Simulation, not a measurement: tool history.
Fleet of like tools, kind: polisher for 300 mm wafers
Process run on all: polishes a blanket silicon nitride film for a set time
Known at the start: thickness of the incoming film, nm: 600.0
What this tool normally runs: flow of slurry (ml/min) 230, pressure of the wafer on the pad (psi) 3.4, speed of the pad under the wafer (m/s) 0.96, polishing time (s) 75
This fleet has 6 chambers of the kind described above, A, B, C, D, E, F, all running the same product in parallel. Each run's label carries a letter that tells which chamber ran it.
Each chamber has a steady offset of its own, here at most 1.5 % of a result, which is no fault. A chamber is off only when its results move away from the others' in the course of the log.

run,hour,flow of slurry (ml/min),pressure of the wafer on the pad (psi),speed of the pad under the wafer (m/s),polishing time (s),film removed (angstrom)
1E,2.5,230,3.4,0.96,75,1199.9
# hour 2.7: chamber A: slurry nozzle cleaned
# hour 6.2: chamber B: worn pad replaced by a new one
2A,6.6,230,3.4,0.96,75,1222.4
3D,11.0,230,3.4,0.96,75,1219.0
4F,16.2,230,3.4,0.96,75,1194.0
# hour 17.7: chamber C: slurry nozzle cleaned
5C,19.3,230,3.4,0.96,75,1200.6
# hour 22.8: chamber D: head pressure recalibrated
6B,23.0,230,3.4,0.96,75,1208.8
7E,28.5,230,3.4,0.96,75,1221.2
8F,33.9,230,3.4,0.96,75,1190.0
9A,38.1,230,3.4,0.96,75,1180.8
# hour 39.4: chamber D: worn pad replaced by a new one
10B,41.1,230,3.4,0.80,88,1220.3
11D,45.5,230,3.4,0.80,88,1229.3
12C,50.1,230,3.4,0.80,88,1226.2
# hour 50.7: chamber E: worn pad replaced by a new one
13E,55.2,230,3.4,0.80,88,1207.9
14C,60.8,230,3.4,0.80,88,1237.7
15D,65.3,230,3.4,0.80,88,1220.8
# hour 67.2: chamber B: worn pad replaced by a new one
16F,68.3,230,3.4,0.96,75,1189.6
17B,71.8,230,3.4,0.96,75,1214.6
# hour 75.2: chamber F: worn pad replaced by a new one
18A,77.0,230,3.4,0.96,75,1209.5
# hour 77.9: chamber D: slurry nozzle cleaned
19A,81.0,230,3.4,0.96,75,1204.9
20E,85.4,230,3.4,0.96,75,1215.5
21D,88.9,230,3.4,0.96,75,1174.1
# hour 93.1: chamber D: worn pad replaced by a new one
22B,94.1,230,3.4,0.96,75,1209.9
23F,98.1,230,3.4,0.96,75,1174.4
# hour 100.9: chamber A: worn pad replaced by a new one
24C,103.3,230,3.4,0.96,75,1207.9
25E,107.1,230,3.4,0.96,75,1201.7
# hour 109.5: chamber C: worn pad replaced by a new one
26B,111.0,230,3.4,0.96,75,1216.0
27D,113.5,230,3.4,0.96,75,1227.1
28C,118.2,230,3.4,0.96,75,1191.6
# hour 121.2: chamber B: worn pad replaced by a new one
29F,121.3,230,3.4,0.96,75,1133.4
30A,124.8,230,3.4,0.96,75,1219.1
31F,128.7,230,3.4,0.96,75,1132.9
# hour 130.7: chamber E: worn pad replaced by a new one
32B,132.9,230,3.4,0.96,75,1225.7
33A,137.9,230,3.4,0.96,75,1210.8
# hour 140.2: chamber D: worn pad replaced by a new one
34D,141.9,230,3.4,0.96,75,1201.4
35C,146.8,230,3.4,0.96,75,1208.3
36E,151.5,230,3.4,0.96,75,1217.5
37D,154.8,230,3.4,0.96,75,1207.9
38B,158.4,230,3.4,0.96,75,1200.8
39C,163.2,295,3.4,0.96,94,1542.8
40A,166.2,295,3.4,0.96,94,1567.6
41E,170.9,295,3.4,0.96,94,1506.8

The same settings go to every chamber for the next run, one line per chamber below. Forecast the results for each:
42A,175.0,230,3.4,0.96,75,?
42B,175.0,230,3.4,0.96,75,?
42C,175.0,230,3.4,0.96,75,?
42D,175.0,230,3.4,0.96,75,?
42E,175.0,230,3.4,0.96,75,?
42F,175.0,230,3.4,0.96,75,?

run,film removed (angstrom)
42A,1187.1
42B,1201.5
42C,1197.1
42D,1197.7
42E,1216.6
42F,1060.8
